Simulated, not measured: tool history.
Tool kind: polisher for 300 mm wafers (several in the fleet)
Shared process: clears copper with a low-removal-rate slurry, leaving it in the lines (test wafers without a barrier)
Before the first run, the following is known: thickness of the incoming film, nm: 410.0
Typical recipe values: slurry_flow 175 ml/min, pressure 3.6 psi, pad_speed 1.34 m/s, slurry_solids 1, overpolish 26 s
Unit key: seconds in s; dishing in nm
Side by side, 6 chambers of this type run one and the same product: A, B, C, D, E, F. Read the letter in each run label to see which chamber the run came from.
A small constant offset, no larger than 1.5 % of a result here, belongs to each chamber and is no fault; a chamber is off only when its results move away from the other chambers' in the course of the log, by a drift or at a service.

| run | hour | slurry_flow | pressure | pad_speed | slurry_solids | overpolish | wafers polished on this pad | hours since the slurry nozzle was cleaned | hours since the head pressure was calibrated | hours since the slurry blender was calibrated | seconds | dishing |
|---|---|---|---|---|---|---|---|---|---|---|---|---|
|  | 0.2 | chamber C: slurry blender recalibrated |
| 1A | 6.7 | 175 | 3.6 | 1.34 | 1 | 26 | 697 | 537 | 280.4 | 170.7 | 92.757 | 69.847 |
|  | 12.3 | chamber E: head pressure recalibrated |
| 2D | 12.4 | 175 | 3.6 | 1.34 | 1 | 26 | 566 | 408.8 | 322 | 240.3 | 93.652 | 70.648 |
| 3B | 16.9 | 175 | 3.6 | 1.34 | 1 | 26 | 588 | 111.3 | 258.5 | 130.9 | 91.248 | 70.384 |
| 4C | 22.4 | 175 | 3.6 | 1.34 | 1 | 26 | 219 | 141.7 | 1112.7 | 22.3 | 92.605 | 68.432 |
| 5E | 26 | 175 | 3.6 | 1.34 | 1 | 26 | 339 | 442 | 13.7 | 75.2 | 94.206 | 70.991 |
| 6F | 32.6 | 175 | 3.6 | 1.34 | 1 | 39 | 385 | 495.5 | 101.8 | 90 | 93.862 | 94.493 |
|  | 33.2 | chamber B: slurry blender recalibrated |
| 7B | 37.2 | 175 | 3.6 | 1.34 | 1 | 39 | 726 | 131.6 | 278.8 | 4 | 91.519 | 92.02 |
|  | 42.4 | chamber D: worn pad replaced by a new one |
| 8F | 43.8 | 175 | 3.6 | 1.34 | 1 | 39 | 461 | 506.7 | 113 | 101.2 | 90.737 | 90.496 |
| 9C | 47.4 | 175 | 3.6 | 1.34 | 1 | 39 | 389 | 166.7 | 1137.7 | 47.3 | 95.407 | 90.681 |
| 10E | 52.8 | 175 | 3.6 | 1.34 | 1 | 39 | 522 | 468.8 | 40.5 | 102 | 92.884 | 91.349 |
| 11A | 58.3 | 175 | 3.6 | 1.34 | 1 | 39 | 1049 | 588.6 | 332 | 222.3 | 94.131 | 87.751 |
|  | 58.8 | chamber F: worn pad replaced by a new one |
|  | 61 | chamber C: worn pad replaced by a new one |
| 12D | 63 | 175 | 3.6 | 1.34 | 1 | 26 | 140 | 459.4 | 372.6 | 290.9 | 93.709 | 72.305 |
|  | 65.8 | chamber A: slurry nozzle cleaned |
| 13B | 68.2 | 175 | 3.6 | 1.34 | 1 | 26 | 937 | 162.6 | 309.8 | 35 | 93.365 | 72.392 |
|  | 72.8 | chamber A: worn pad replaced by a new one |
| 14D | 73.3 | 175 | 3.6 | 1.34 | 1 | 26 | 211 | 469.7 | 382.9 | 301.2 | 92.096 | 72.551 |
| 15A | 78.5 | 175 | 3.6 | 1.34 | 1 | 26 | 39 | 12.8 | 352.2 | 242.5 | 93.618 | 67.877 |
| 16F | 83.4 | 175 | 3.6 | 1.34 | 1 | 26 | 167 | 546.3 | 152.6 | 140.8 | 92.399 | 69.772 |
| 17C | 89.1 | 175 | 3.6 | 1.34 | 1 | 26 | 191 | 208.4 | 1179.4 | 89 | 90.582 | 66.828 |
| 18E | 95.1 | 135 | 3 | 1.34 | 1 | 26 | 810 | 511.1 | 82.8 | 144.3 | 115.28 | 55.99 |
| 19D | 101.7 | 135 | 3 | 1.34 | 1 | 26 | 404 | 498.1 | 411.3 | 329.6 | 117.13 | 57.361 |
| 20F | 108.5 | 135 | 3 | 1.34 | 1 | 26 | 338 | 571.4 | 177.7 | 165.9 | 117.81 | 58.681 |
| 21E | 113.8 | 135 | 3 | 1.34 | 1 | 26 | 937 | 529.8 | 101.5 | 163 | 118.64 | 57.586 |
| 22A | 118.5 | 135 | 3 | 1.34 | 1 | 26 | 311 | 52.8 | 392.2 | 282.5 | 116.29 | 58.135 |
|  | 119 | chamber E: slurry blender recalibrated |
| 23C | 123.7 | 135 | 3 | 1.34 | 1 | 26 | 427 | 243 | 1214 | 123.6 | 114.11 | 55.467 |
| 24B | 131.2 | 175 | 3.6 | 1.34 | 1 | 26 | 1366 | 225.6 | 372.8 | 98 | 99.335 | 67.116 |
| 25E | 135.2 | 175 | 3.6 | 1.34 | 1 | 16 | 1083 | 551.2 | 122.9 | 16.2 | 92.226 | 48.494 |
|  | 136 | chamber C: worn pad replaced by a new one |
|  | 136.1 | chamber F: worn pad replaced by a new one |
| 26C | 140.2 | 175 | 3.6 | 1.34 | 1 | 16 | 28 | 259.5 | 1230.5 | 140.1 | 94.224 | 45.58 |
|  | 144.2 | chamber D: worn pad replaced by a new one |
| 27D | 145.6 | 175 | 3.6 | 1.34 | 1 | 16 | 10 | 542 | 455.2 | 373.5 | 90.518 | 49.136 |
|  | 146.2 | chamber C: slurry blender recalibrated |
| 28F | 150.4 | 175 | 3.6 | 1.34 | 1 | 16 | 97 | 613.3 | 219.6 | 207.8 | 93.321 | 49.166 |
|  | 153.4 | chamber B: head pressure recalibrated |
|  | 155 | chamber D: slurry blender recalibrated |
| 29B | 157.1 | 175 | 3.6 | 1.34 | 1 | 16 | 1542 | 251.5 | 3.8 | 123.9 | 96.103 | 46.016 |
| 30A | 163.9 | 175 | 3.6 | 1.34 | 1 | 16 | 620 | 98.2 | 437.6 | 327.9 | 92.849 | 47.748 |
| 31E | 167.8 | 175 | 3.6 | 1.34 | 1 | 26 | 1305 | 583.8 | 155.5 | 48.8 | 92.847 | 72.947 |
|  | 169.3 | chamber B: slurry blender recalibrated |
| 32D | 171.5 | 175 | 3.6 | 1.34 | 1 | 26 | 186 | 567.9 | 481.1 | 16.5 | 93.98 | 71.723 |
| 33B | 176 | 175 | 3.6 | 1.34 | 1 | 26 | 1671 | 270.4 | 22.7 | 6.7 | 98.273 | 65.431 |
| 34A | 183.2 | 175 | 3.6 | 1.34 | 1 | 26 | 752 | 117.5 | 456.9 | 347.2 | 89.706 | 67.654 |
| 35F | 187.1 | 175 | 3.6 | 1.34 | 1 | 26 | 347 | 650 | 256.3 | 244.5 | 92.177 | 69.369 |
| 36C | 190.4 | 175 | 3.6 | 1.34 | 1 | 26 | 370 | 309.7 | 1280.7 | 44.2 | 95.242 | 69.414 |
| 37C | 194.7 | 175 | 3.6 | 1.34 | 1 | 26 | 399 | 314 | 1285 | 48.5 | 90.734 | 69.444 |
| 38D | 199.7 | 175 | 3.6 | 1.34 | 1 | 26 | 378 | 596.1 | 509.3 | 44.7 | 91.717 | 71.083 |

For the next run the whole fleet of 6 chambers uses the same settings. Give each chamber's results:
| 39A | 205.1 | 175 | 3.6 | 1.34 | 1 | 26 |  |  |  |  | ? | ? |
| 39B | 205.1 | 175 | 3.6 | 1.34 | 1 | 26 |  |  |  |  | ? | ? |
| 39C | 205.1 | 175 | 3.6 | 1.34 | 1 | 26 |  |  |  |  | ? | ? |
| 39D | 205.1 | 175 | 3.6 | 1.34 | 1 | 26 |  |  |  |  | ? | ? |
| 39E | 205.1 | 175 | 3.6 | 1.34 | 1 | 26 |  |  |  |  | ? | ? |
| 39F | 205.1 | 175 | 3.6 | 1.34 | 1 | 26 |  |  |  |  | ? | ? |

| run | seconds | dishing |
|---|---|---|
| 39A | 96.783 | 68.258 |
| 39B | 103.57 | 65.102 |
| 39C | 97.802 | 70.615 |
| 39D | 94.393 | 70.904 |
| 39E | 93.308 | 69.331 |
| 39F | 92.194 | 69.299 |

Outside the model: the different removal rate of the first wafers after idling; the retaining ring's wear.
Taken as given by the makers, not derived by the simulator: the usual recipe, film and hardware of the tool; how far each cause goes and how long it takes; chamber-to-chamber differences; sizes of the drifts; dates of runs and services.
